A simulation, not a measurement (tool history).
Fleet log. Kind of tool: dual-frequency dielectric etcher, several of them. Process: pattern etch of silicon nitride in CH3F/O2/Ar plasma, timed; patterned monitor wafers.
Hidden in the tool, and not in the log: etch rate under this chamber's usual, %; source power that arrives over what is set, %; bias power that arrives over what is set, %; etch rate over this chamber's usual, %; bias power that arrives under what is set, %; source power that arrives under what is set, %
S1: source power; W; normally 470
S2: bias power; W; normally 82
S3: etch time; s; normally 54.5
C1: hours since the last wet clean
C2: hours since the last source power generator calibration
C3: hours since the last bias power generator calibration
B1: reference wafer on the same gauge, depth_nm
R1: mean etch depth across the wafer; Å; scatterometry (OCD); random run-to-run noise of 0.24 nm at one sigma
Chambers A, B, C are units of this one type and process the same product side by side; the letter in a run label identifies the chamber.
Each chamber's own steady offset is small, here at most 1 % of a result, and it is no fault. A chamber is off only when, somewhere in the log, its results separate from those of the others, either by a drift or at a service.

Run 1B, hour 4.2: usual settings; C1 325.6; C2 3328.6; C3 3690.1; B1 47.451. Result: R1 421.03 Å.
Run 2C, hour 7.8: usual settings; C1 271.8; C2 1120.9; C3 2396.5; B1 47.38. Result: R1 422.28 Å.
Run 3A, hour 12.8: usual settings; C1 359.8; C2 1964.9; C3 1784.3; B1 47.337. Result: R1 425.86 Å.
Run 4A, hour 16: usual settings; C1 363; C2 1968.1; C3 1787.5; B1 47.438. Result: R1 428.77 Å.
At hour 17.9: chamber B: source power generator calibrated.
Run 5B, hour 20.1: usual settings; C1 341.5; C2 2.2; C3 3706; B1 47.376. Result: R1 420.68 Å.
Run 6C, hour 25.2: usual settings; C1 289.2; C2 1138.3; C3 2413.9; B1 47.408. Result: R1 420.44 Å.
Run 7A, hour 29: usual settings; C1 376; C2 1981.1; C3 1800.5; B1 47.354. Result: R1 424.06 Å.
At hour 33.5: chamber C: bias power generator calibrated.
Run 8C, hour 33.7: usual settings but S1 360 W; C1 297.7; C2 1146.8; C3 0.3; B1 47.483. Result: R1 377.81 Å.
Run 9B, hour 37.4: usual settings but S1 360 W; C1 358.8; C2 19.5; C3 3723.3; B1 47.336. Result: R1 376.26 Å.
Run 10A, hour 41.5: usual settings but S1 360 W; C1 388.5; C2 1993.6; C3 1813; B1 47.389. Result: R1 383.19 Å.
Run 11C, hour 46.4: usual settings; C1 310.4; C2 1159.5; C3 13; B1 47.432. Result: R1 419.97 Å.
Run 12B, hour 49.4: usual settings; C1 370.8; C2 31.5; C3 3735.3; B1 47.356. Result: R1 421.97 Å.
Run 13C, hour 54.3: usual settings; C1 318.3; C2 1167.4; C3 20.9; B1 47.366. Result: R1 423.32 Å.
Run 14B, hour 58.4: usual settings; C1 379.8; C2 40.5; C3 3744.3; B1 47.401. Result: R1 421.28 Å.
Run 15A, hour 60.7: usual settings; C1 407.7; C2 2012.8; C3 1832.2; B1 47.461. Result: R1 426.71 Å.
Run 16C, hour 65.8: usual settings but S1 560 W, S3 69 s; C1 329.8; C2 1178.9; C3 32.4; B1 47.426. Result: R1 574.8 Å.
Run 17B, hour 69: usual settings but S1 560 W, S3 69 s; C1 390.4; C2 51.1; C3 3754.9; B1 47.411. Result: R1 573.61 Å.
Run 18A, hour 71.9: usual settings but S1 560 W, S3 69 s; C1 418.9; C2 2024; C3 1843.4; B1 47.378. Result: R1 576.75 Å.
Run 19B, hour 74.9: usual settings; C1 396.3; C2 57; C3 3760.8; B1 47.441. Result: R1 418.13 Å.
Run 20C, hour 77.7: usual settings; C1 341.7; C2 1190.8; C3 44.3; B1 47.414. Result: R1 423.44 Å.
Run 21A, hour 80.8: usual settings; C1 427.8; C2 2032.9; C3 1852.3; B1 47.435. Result: R1 427.62 Å.
Run 22A, hour 84.3: usual settings; C1 431.3; C2 2036.4; C3 1855.8; B1 47.46. Result: R1 425.94 Å.
Run 23B, hour 87.8: usual settings; C1 409.2; C2 69.9; C3 3773.7; B1 47.437. Result: R1 418.57 Å.
Run 24C, hour 92.4: usual settings; C1 356.4; C2 1205.5; C3 59; B1 47.37. Result: R1 423.46 Å.
Run 25C, hour 94.9: usual settings; C1 358.9; C2 1208; C3 61.5; B1 47.391. Result: R1 418.06 Å.

Read the log: is a single chamber off, either drifting away or since a service, is the gauge that measures every chamber drifting, or is nothing wrong beyond small per-chamber offsets? Name any odd chamber and what most likely caused it.

Nothing is wrong: each chamber keeps only its own small, steady offset and the gauge holds still.
